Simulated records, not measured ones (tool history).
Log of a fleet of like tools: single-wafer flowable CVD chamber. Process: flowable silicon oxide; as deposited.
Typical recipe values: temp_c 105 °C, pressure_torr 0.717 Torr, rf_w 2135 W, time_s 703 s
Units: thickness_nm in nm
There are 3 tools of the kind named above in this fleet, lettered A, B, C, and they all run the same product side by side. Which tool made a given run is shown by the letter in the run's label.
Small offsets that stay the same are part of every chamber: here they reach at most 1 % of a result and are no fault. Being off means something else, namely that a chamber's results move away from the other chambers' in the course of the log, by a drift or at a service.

run    day  temp_c  pressure_torr  rf_w  time_s  read-back reference wafer on the same gauge, thickness_nm  thickness_nm
     0.329  -- chamber C: capacitance manometer re-zeroed and calibrated
 1A  0.412     105          0.717  2135     703                                                     364.94        320.22
 2C  0.804     105          0.717  2135     703                                                     365.29        318.50
 3B  1.288     105          0.717  2135     703                                                     364.78        320.20
 4C  1.517     105          0.717  2135     703                                                     364.86        315.47
 5B  1.842     105          0.717  2135     703                                                     364.58        318.76
 6A  2.308     105          0.717  2135     703                                                     365.41        318.45
 7C  2.750     105          0.717  2135     703                                                     365.67        315.67
 8A  3.167     105          0.717  2135     703                                                     364.89        318.88
 9B  3.417     105          0.717  2135     703                                                     364.76        318.95
10A  3.733     105          0.774  2425     703                                                     364.90        360.96
11C  4.154     105          0.774  2425     703                                                     364.89        354.52
12B  4.454     105          0.774  2425     703                                                     364.84        363.15
13C  4.900     105          0.717  2135     703                                                     364.58        314.59
14A  5.150     105          0.717  2135     703                                                     364.98        317.19
15B  5.542      91          0.590  2135     703                                                     365.14        389.15
16B  5.917      91          0.590  2135     703                                                     364.77        385.73
17C  6.133      91          0.590  2135     703                                                     365.47        385.91
18A  6.571     105          0.717  2135     703                                                     364.40        317.36
19B  6.908     105          0.717  2135     703                                                     364.94        316.50
20A  7.125     105          0.717  2135     703                                                     365.44        319.38
21C  7.550     105          0.717  2135     703                                                     364.86        316.79
22C  7.967     105          0.717  2135     703                                                     365.47        318.30

What goes on in this fleet: one chamber off, a drifting gauge, or nothing beyond the chambers' own small offsets? Name the chamber and the cause, if any.

Nothing is wrong: each chamber keeps only its own small, steady offset and the gauge holds still.
